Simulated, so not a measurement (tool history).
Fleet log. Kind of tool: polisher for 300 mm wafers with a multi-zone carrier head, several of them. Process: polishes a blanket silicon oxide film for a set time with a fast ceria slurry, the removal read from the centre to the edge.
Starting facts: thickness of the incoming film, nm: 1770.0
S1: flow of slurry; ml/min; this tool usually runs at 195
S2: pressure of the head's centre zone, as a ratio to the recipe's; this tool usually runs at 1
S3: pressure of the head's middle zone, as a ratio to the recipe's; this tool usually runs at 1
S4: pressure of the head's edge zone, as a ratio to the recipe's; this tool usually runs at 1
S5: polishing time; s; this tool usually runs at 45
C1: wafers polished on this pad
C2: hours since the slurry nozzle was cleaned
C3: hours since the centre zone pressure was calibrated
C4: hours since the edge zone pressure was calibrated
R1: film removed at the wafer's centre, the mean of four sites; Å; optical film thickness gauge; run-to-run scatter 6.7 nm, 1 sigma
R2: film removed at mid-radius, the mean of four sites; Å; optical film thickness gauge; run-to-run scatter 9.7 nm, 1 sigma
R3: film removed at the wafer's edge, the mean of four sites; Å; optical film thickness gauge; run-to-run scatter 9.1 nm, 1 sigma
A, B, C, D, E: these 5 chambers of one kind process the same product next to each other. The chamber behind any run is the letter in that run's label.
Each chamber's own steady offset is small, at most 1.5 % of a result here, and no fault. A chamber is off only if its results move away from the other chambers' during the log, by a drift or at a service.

Run 1D, hour 7.6: usual settings; C1 1332; C2 609.8; C3 844.9; C4 187.8. Result: R1 6751 Å, R2 6693.9 Å, R3 6800.2 Å.
At hour 11.4: chamber D: worn pad replaced by a new one.
Run 2B, hour 15: usual settings; C1 442; C2 558.5; C3 159.3; C4 944.2. Result: R1 6704.9 Å, R2 6795 Å, R3 6778.5 Å.
Run 3C, hour 24: usual settings; C1 388; C2 368.6; C3 1138.9; C4 526. Result: R1 6912.3 Å, R2 6762.6 Å, R3 6770.3 Å.
Run 4E, hour 29.6: usual settings; C1 1107; C2 30.5; C3 185.1; C4 744.6. Result: R1 6750.9 Å, R2 6616.3 Å, R3 6741 Å.
At hour 36: chamber A: worn pad replaced by a new one.
Run 5A, hour 36.8: usual settings; C1 11; C2 339.4; C3 369.1; C4 346.7. Result: R1 6693.8 Å, R2 6656.1 Å, R3 6786.4 Å.
Run 6D, hour 42.5: usual settings; C1 445; C2 644.7; C3 879.8; C4 222.7. Result: R1 6675.5 Å, R2 6775.1 Å, R3 6823.9 Å.
At hour 46.3: chamber A: edge zone pressure recalibrated.
Run 7B, hour 47.4: usual settings; C1 906; C2 590.9; C3 191.7; C4 976.6. Result: R1 6765.3 Å, R2 6749.4 Å, R3 6780.5 Å.
At hour 47.8: chamber B: edge zone pressure recalibrated.
At hour 51: chamber E: worn pad replaced by a new one.
Run 8A, hour 52.5: usual settings; C1 236; C2 355.1; C3 384.8; C4 6.3. Result: R1 6682.8 Å, R2 6770 Å, R3 6849 Å.
At hour 57.1: chamber D: slurry nozzle cleaned.
At hour 57.7: chamber C: centre zone pressure recalibrated.
Run 9E, hour 61.4: usual settings; C1 149; C2 62.3; C3 216.9; C4 776.4. Result: R1 6718.1 Å, R2 6687.1 Å, R3 6804.8 Å.
Run 10C, hour 67.2: usual settings but S5 54 s; C1 1006; C2 411.8; C3 9.6; C4 569.2. Result: R1 8180.3 Å, R2 7994.9 Å, R3 8164.5 Å.
At hour 67.8: chamber A: centre zone pressure recalibrated.
At hour 72.5: chamber C: worn pad replaced by a new one.
Run 11C, hour 74.4: usual settings but S5 54 s; C1 27; C2 419; C3 16.8; C4 576.4. Result: R1 8100.5 Å, R2 8339.6 Å, R3 8142.6 Å.
At hour 75: chamber A: worn pad replaced by a new one.
Run 12B, hour 81.1: usual settings but S5 54 s; C1 1388; C2 624.6; C3 225.4; C4 33.4. Result: R1 8080.3 Å, R2 8321.5 Å, R3 8117.7 Å.
Run 13A, hour 89.8: usual settings but S5 54 s; C1 213; C2 392.4; C3 22.1; C4 43.6. Result: R1 7966 Å, R2 7896.1 Å, R3 7911.6 Å.
At hour 96.3: chamber D: worn pad replaced by a new one.
Run 14E, hour 96.5: usual settings but S5 54 s; C1 651; C2 97.4; C3 252; C4 811.5. Result: R1 8064.8 Å, R2 8160.2 Å, R3 8268.8 Å.
Run 15D, hour 105.2: usual settings; C1 127; C2 48.1; C3 942.5; C4 285.4. Result: R1 6920.1 Å, R2 6836.5 Å, R3 6761.5 Å.
Run 16B, hour 110.8: usual settings; C1 1813; C2 654.3; C3 255.1; C4 63.1. Result: R1 6558.3 Å, R2 6689.8 Å, R3 6639.2 Å.
At hour 111: chamber A: worn pad replaced by a new one.
Run 17D, hour 119.9: usual settings; C1 338; C2 62.8; C3 957.2; C4 300.1. Result: R1 6839.8 Å, R2 6937.3 Å, R3 6696.5 Å.
Run 18C, hour 126: usual settings; C1 765; C2 470.6; C3 68.4; C4 628. Result: R1 6744.7 Å, R2 6857.9 Å, R3 6712.8 Å.
At hour 129: chamber A: slurry nozzle cleaned.
Run 19A, hour 133.6: usual settings; C1 323; C2 4.7; C3 65.9; C4 87.4. Result: R1 6766.3 Å, R2 6790.6 Å, R3 6646.4 Å.
Run 20E, hour 138.9: usual settings; C1 1258; C2 139.8; C3 294.4; C4 853.9. Result: R1 6720.4 Å, R2 6681.6 Å, R3 6777.8 Å.
At hour 141.9: chamber E: worn pad replaced by a new one.
Run 21C, hour 147.1: usual settings; C1 1067; C2 491.7; C3 89.5; C4 649.1. Result: R1 6614.3 Å, R2 6937.6 Å, R3 6824.1 Å.
At hour 148.1: chamber A: worn pad replaced by a new one.
Run 22D, hour 154.7: usual settings; C1 836; C2 97.6; C3 992; C4 334.9. Result: R1 6654.7 Å, R2 6753.1 Å, R3 6770.3 Å.
Run 23E, hour 161.6: usual settings; C1 282; C2 162.5; C3 317.1; C4 876.6. Result: R1 6614.8 Å, R2 6768.8 Å, R3 6594.5 Å.
At hour 163.4: chamber C: worn pad replaced by a new one.
Run 24B, hour 170.1: usual settings; C1 2661; C2 713.6; C3 314.4; C4 122.4. Result: R1 6444.8 Å, R2 6319.8 Å, R3 6432.9 Å.
Run 25A, hour 177.3: usual settings; C1 418; C2 48.4; C3 109.6; C4 131.1. Result: R1 6644.2 Å, R2 6755 Å, R3 6657.3 Å.
Run 26D, hour 186.1: usual settings; C1 1285; C2 129; C3 1023.4; C4 366.3. Result: R1 6731.3 Å, R2 6517.7 Å, R3 6853.2 Å.
At hour 186.9: chamber A: worn pad replaced by a new one.
Run 27E, hour 190.2: usual settings; C1 691; C2 191.1; C3 345.7; C4 905.2. Result: R1 6706.2 Å, R2 6821.1 Å, R3 6652.2 Å.
Run 28C, hour 195.2: usual settings; C1 455; C2 539.8; C3 137.6; C4 697.2. Result: R1 6699.2 Å, R2 6748.2 Å, R3 6881 Å.
Run 29B, hour 202.4: usual settings; C1 3123; C2 745.9; C3 346.7; C4 154.7. Result: R1 6185.6 Å, R2 6147 Å, R3 6217.9 Å.
Run 30A, hour 208: usual settings; C1 302; C2 79.1; C3 140.3; C4 161.8. Result: R1 6575.7 Å, R2 6710.7 Å, R3 6645.2 Å.

Each of the 5 chambers runs these same settings next. Fill in every chamber's results:
Run 31A, hour 214.6: usual settings but S2 1.06. Result: R1 ?, R2 ?, R3 ?.
Run 31B, hour 214.6: usual settings but S2 1.06. Result: R1 ?, R2 ?, R3 ?.
Run 31C, hour 214.6: usual settings but S2 1.06. Result: R1 ?, R2 ?, R3 ?.
Run 31D, hour 214.6: usual settings but S2 1.06. Result: R1 ?, R2 ?, R3 ?.
Run 31E, hour 214.6: usual settings but S2 1.06. Result: R1 ?, R2 ?, R3 ?.

run      R1      R2      R3
31A  7050.2  6672.9  6727.5
31B  6568.2  6249.2  6247.5
31C  7177.8  6783.1  6900.5
31D  7194.2  6599.3  6735.5
31E  7080.4  6850.8  6788.4

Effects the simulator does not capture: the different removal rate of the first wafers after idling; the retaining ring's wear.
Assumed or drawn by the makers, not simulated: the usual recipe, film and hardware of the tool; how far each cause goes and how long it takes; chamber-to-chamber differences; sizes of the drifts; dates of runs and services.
